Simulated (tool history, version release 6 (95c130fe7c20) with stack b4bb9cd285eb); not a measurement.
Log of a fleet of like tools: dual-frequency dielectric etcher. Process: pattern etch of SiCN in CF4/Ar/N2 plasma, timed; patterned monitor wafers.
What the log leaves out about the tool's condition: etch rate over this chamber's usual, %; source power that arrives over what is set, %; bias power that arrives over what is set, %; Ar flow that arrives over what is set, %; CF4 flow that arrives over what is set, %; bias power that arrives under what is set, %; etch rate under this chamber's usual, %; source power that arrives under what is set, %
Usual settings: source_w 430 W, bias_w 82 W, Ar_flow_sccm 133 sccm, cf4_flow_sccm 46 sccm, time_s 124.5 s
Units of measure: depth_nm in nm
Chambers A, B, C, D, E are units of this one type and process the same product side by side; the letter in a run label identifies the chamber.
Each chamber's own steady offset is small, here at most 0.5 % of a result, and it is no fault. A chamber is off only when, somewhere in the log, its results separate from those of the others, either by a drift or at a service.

run	hour	source_w	bias_w	Ar_flow_sccm	cf4_flow_sccm	time_s	hours since the last wet clean	hours since the last source power generator calibration	hours since the last bias power generator calibration	hours since the last Ar flow controller change	hours since the last CF4 flow controller change	read-back reference wafer on the same gauge, depth_nm	depth_nm
1D	7.5	430	82	133	46	124.5	73.7	2131.4	999.2	1472.6	2990.8	114.51	97.200
2C	15.3	430	82	133	46	124.5	19.1	4648.6	687.2	2134.0	2001.4	114.47	96.808
3B	25.2	430	82	133	46	124.5	386.8	967.0	669.4	2559.2	3223.3	114.53	96.999
4A	33.1	430	82	133	46	124.5	367.6	470.8	2013.3	5087.1	716.2	114.54	96.260
5E	43.5	430	82	133	46	124.5	317.4	3069.8	1655.6	357.4	1050.0	114.43	96.594
6B	51.4	430	82	133	46	124.5	413.0	993.2	695.6	2585.4	3249.5	114.45	96.989
7C	59.2	430	82	133	46	124.5	63.0	4692.5	731.1	2177.9	2045.3	114.51	96.701
8D	67.1	430	82	145	42	124.5	133.3	2191.0	1058.8	1532.2	3050.4	114.56	93.988
9A	73.3	430	82	145	42	124.5	407.8	511.0	2053.5	5127.3	756.4	114.41	93.834
# hour 75.2: chamber A: wet clean of the chamber
10E	85.5	430	82	145	42	124.5	359.4	3111.8	1697.6	399.4	1092.0	114.49	93.811
# hour 86.7: chamber B: wet clean of the chamber
11A	95.2	430	82	145	42	124.5	20.1	532.9	2075.4	5149.2	778.3	114.48	94.338
12C	102.8	430	82	145	42	124.5	106.6	4736.1	774.7	2221.5	2088.9	114.48	93.736
13D	114.7	430	82	133	46	124.5	180.9	2238.6	1106.4	1579.8	3098.0	114.47	97.506
14E	122.8	430	72	133	52	124.5	396.7	3149.1	1734.9	436.7	1129.3	114.55	93.777
15B	136.1	430	72	133	52	124.5	49.4	1077.9	780.3	2670.1	3334.2	114.46	94.064
16D	142.3	430	72	133	52	124.5	208.5	2266.2	1134.0	1607.4	3125.6	114.43	94.145
17B	150.4	430	72	133	52	124.5	63.7	1092.2	794.6	2684.4	3348.5	114.41	94.235
18E	162.2	430	72	133	52	124.5	436.1	3188.5	1774.3	476.1	1168.7	114.46	93.470
19C	168.3	430	82	133	46	124.5	172.1	4801.6	840.2	2287.0	2154.4	114.57	96.211
20A	176.4	430	82	133	46	124.5	101.3	614.1	2156.6	5230.4	859.5	114.60	96.595
# hour 182.7: chamber D: source power generator calibrated
21B	188.4	430	82	133	46	124.5	101.7	1130.2	832.6	2722.4	3386.5	114.38	97.029
22C	196.7	430	82	133	46	124.5	200.5	4830.0	868.6	2315.4	2182.8	114.50	96.285
23D	204.4	430	82	133	46	124.5	270.6	21.8	1196.1	1669.5	3187.7	114.46	95.072
24A	218.5	430	82	133	46	124.5	143.4	656.2	2198.7	5272.5	901.6	114.52	96.415
25E	225.3	430	82	133	46	124.5	499.2	3251.6	1837.4	539.2	1231.8	114.49	97.149
26E	235.5	430	82	133	46	124.5	509.4	3261.8	1847.6	549.4	1242.0	114.46	96.310
27B	249.1	430	82	133	46	124.5	162.4	1190.9	893.3	2783.1	3447.2	114.47	97.200
28A	260.6	430	82	133	53	124.5	185.5	698.3	2240.8	5314.6	943.7	114.50	98.916
29C	270.0	430	82	133	53	124.5	273.8	4903.3	941.9	2388.7	2256.1	114.48	98.872
30D	277.9	430	82	133	53	124.5	344.1	95.3	1269.6	1743.0	3261.2	114.53	96.613
31D	288.8	430	82	133	53	124.5	355.0	106.2	1280.5	1753.9	3272.1	114.48	96.496
32B	298.3	430	82	133	53	124.5	211.6	1240.1	942.5	2832.3	3496.4	114.52	99.143
33C	311.9	430	82	133	46	124.5	315.7	4945.2	983.8	2430.6	2298.0	114.49	96.749
34E	318.8	430	82	133	46	124.5	592.7	3345.1	1930.9	632.7	1325.3	114.51	96.511
35A	331.2	430	82	133	46	124.5	256.1	768.9	2311.4	5385.2	1014.3	114.51	96.342
36D	338.0	430	82	133	46	124.5	404.2	155.4	1329.7	1803.1	3321.3	114.51	94.225

One chamber off, gauge drift, or nothing amiss beyond the chambers' own small offsets? If it is a chamber, which one, and what is the likeliest cause?

The work done on chamber D during a service left it standing apart from the others.
Cause: source power that arrives under what is set, % = 3.01.

Below are 4 candidate recipes for chamber D's next run, each the usual settings with a change, their results shown as question marks. Which of them brings D's results back in line with what the other chambers give on the usual settings?
In-line tolerance around the mean of the other chambers on the usual settings: depth_nm 0.970 nm
37D-1	348.2	420	81	133	46	124.5							?
37D-2	348.2	430	87	133	46	124.5							?
37D-3	348.2	430	82	133	46	124.0							?
37D-4	348.2	430	83	132	46	124.5							?

Mean of the other chambers on the usual settings: depth_nm 96.642 nm
run	depth_nm
37D-1	91.982
37D-2	96.530
37D-3	93.927
37D-4	94.869
With 37D-2, the chamber falls back in line with the rest.

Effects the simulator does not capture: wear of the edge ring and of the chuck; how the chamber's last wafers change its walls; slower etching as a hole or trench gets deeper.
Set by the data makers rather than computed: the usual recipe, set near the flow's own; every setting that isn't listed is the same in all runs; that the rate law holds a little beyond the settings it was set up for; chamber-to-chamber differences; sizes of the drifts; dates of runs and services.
